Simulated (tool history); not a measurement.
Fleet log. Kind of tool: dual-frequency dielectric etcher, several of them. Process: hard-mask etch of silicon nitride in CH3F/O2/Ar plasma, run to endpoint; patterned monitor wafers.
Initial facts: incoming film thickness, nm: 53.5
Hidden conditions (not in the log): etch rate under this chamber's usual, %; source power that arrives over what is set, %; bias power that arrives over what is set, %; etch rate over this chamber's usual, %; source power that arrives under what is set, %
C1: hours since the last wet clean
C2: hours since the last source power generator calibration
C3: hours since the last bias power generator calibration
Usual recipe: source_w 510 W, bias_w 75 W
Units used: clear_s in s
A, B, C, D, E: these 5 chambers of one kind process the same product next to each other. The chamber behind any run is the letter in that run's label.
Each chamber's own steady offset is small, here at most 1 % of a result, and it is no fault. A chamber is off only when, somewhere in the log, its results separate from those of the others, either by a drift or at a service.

Run 1B, hour 7.5: usual settings; C1 240.8; C2 965.7; C3 77.9. Result: clear_s 69.914 s.
Run 2C, hour 15.5: usual settings; C1 269.6; C2 3527.5; C3 842.4. Result: clear_s 70.393 s.
Run 3D, hour 29.4: usual settings; C1 258.3; C2 58.1; C3 2252.2. Result: clear_s 69.142 s.
Run 4A, hour 43.9: usual settings; C1 350.5; C2 273.1; C3 4402.1. Result: clear_s 70.165 s.
Run 5E, hour 56.3: usual settings; C1 443.6; C2 376.9; C3 230.9. Result: clear_s 70.388 s.
Run 6E, hour 69.0: usual settings; C1 456.3; C2 389.6; C3 243.6. Result: clear_s 70.356 s.
Run 7B, hour 77.2: usual settings; C1 310.5; C2 1035.4; C3 147.6. Result: clear_s 71.012 s.
Run 8C, hour 84.7: usual settings; C1 338.8; C2 3596.7; C3 911.6. Result: clear_s 70.350 s.
At hour 94.5: chamber A: bias power generator calibrated.
Run 9A, hour 97.9: usual settings but bias_w 60 W; C1 404.5; C2 327.1; C3 3.5. Result: clear_s 74.503 s.
Run 10D, hour 105.0: usual settings but bias_w 60 W; C1 333.9; C2 133.7; C3 2327.8. Result: clear_s 75.132 s.
Run 11C, hour 115.5: usual settings but bias_w 60 W; C1 369.6; C2 3627.5; C3 942.4. Result: clear_s 75.786 s.
Run 12A, hour 126.4: usual settings but bias_w 60 W; C1 433.0; C2 355.6; C3 32.0. Result: clear_s 74.835 s.
At hour 128.4: chamber E: wet clean of the chamber.
Run 13E, hour 140.9: usual settings but bias_w 60 W; C1 12.6; C2 461.5; C3 315.5. Result: clear_s 73.840 s.
Run 14B, hour 149.2: usual settings but source_w 420 W, bias_w 64 W; C1 382.5; C2 1107.4; C3 219.6. Result: clear_s 79.726 s.
Run 15D, hour 163.4: usual settings but source_w 420 W, bias_w 64 W; C1 392.3; C2 192.1; C3 2386.2. Result: clear_s 78.362 s.
Run 16D, hour 174.1: usual settings but source_w 420 W, bias_w 64 W; C1 403.0; C2 202.8; C3 2396.9. Result: clear_s 79.034 s.
Run 17A, hour 188.6: usual settings but source_w 420 W, bias_w 64 W; C1 495.2; C2 417.8; C3 94.2. Result: clear_s 78.592 s.
Run 18C, hour 195.8: usual settings but source_w 420 W, bias_w 64 W; C1 449.9; C2 3707.8; C3 1022.7. Result: clear_s 78.881 s.
Run 19E, hour 206.8: usual settings; C1 78.5; C2 527.4; C3 381.4. Result: clear_s 69.874 s.
At hour 211.0: chamber D: wet clean of the chamber.
Run 20B, hour 214.4: usual settings; C1 447.7; C2 1172.6; C3 284.8. Result: clear_s 70.255 s.
Run 21E, hour 224.7: usual settings; C1 96.4; C2 545.3; C3 399.3. Result: clear_s 69.494 s.
Run 22A, hour 238.9: usual settings; C1 545.5; C2 468.1; C3 144.5. Result: clear_s 69.388 s.
At hour 243.2: chamber C: source power generator calibrated.
Run 23D, hour 248.8: usual settings; C1 37.8; C2 277.5; C3 2471.6. Result: clear_s 69.378 s.
Run 24C, hour 257.4: usual settings but bias_w 94 W; C1 511.5; C2 14.2; C3 1084.3. Result: clear_s 64.785 s.
Run 25B, hour 271.8: usual settings but bias_w 94 W; C1 505.1; C2 1230.0; C3 342.2. Result: clear_s 64.749 s.
Run 26E, hour 286.4: usual settings but bias_w 94 W; C1 158.1; C2 607.0; C3 461.0. Result: clear_s 64.194 s.
At hour 291.9: chamber C: wet clean of the chamber.
Run 27B, hour 294.6: usual settings but bias_w 94 W; C1 527.9; C2 1252.8; C3 365.0. Result: clear_s 64.444 s.
Run 28A, hour 303.1: usual settings but bias_w 94 W; C1 609.7; C2 532.3; C3 208.7. Result: clear_s 64.743 s.
Run 29D, hour 312.6: usual settings; C1 101.6; C2 341.3; C3 2535.4. Result: clear_s 68.247 s.
At hour 317.4: chamber A: wet clean of the chamber.
Run 30C, hour 325.9: usual settings; C1 34.1; C2 82.7; C3 1152.8. Result: clear_s 70.332 s.
Run 31D, hour 335.9: usual settings; C1 124.9; C2 364.6; C3 2558.7. Result: clear_s 69.866 s.
Run 32C, hour 350.2: usual settings; C1 58.4; C2 107.0; C3 1177.1. Result: clear_s 69.151 s.
Run 33A, hour 363.7: usual settings; C1 46.3; C2 592.9; C3 269.3. Result: clear_s 69.201 s.
Run 34B, hour 371.8: usual settings; C1 605.1; C2 1330.0; C3 442.2. Result: clear_s 70.183 s.
Run 35E, hour 384.7: usual settings; C1 256.4; C2 705.3; C3 559.3. Result: clear_s 69.642 s.

Which is it: a chamber that has drifted or been left off by a service, a gauge drift common to all chambers, or only each chamber's usual small offset? If a chamber is off, name it and its likeliest cause.

Nothing is wrong: each chamber keeps only its own small, steady offset and the gauge holds still.
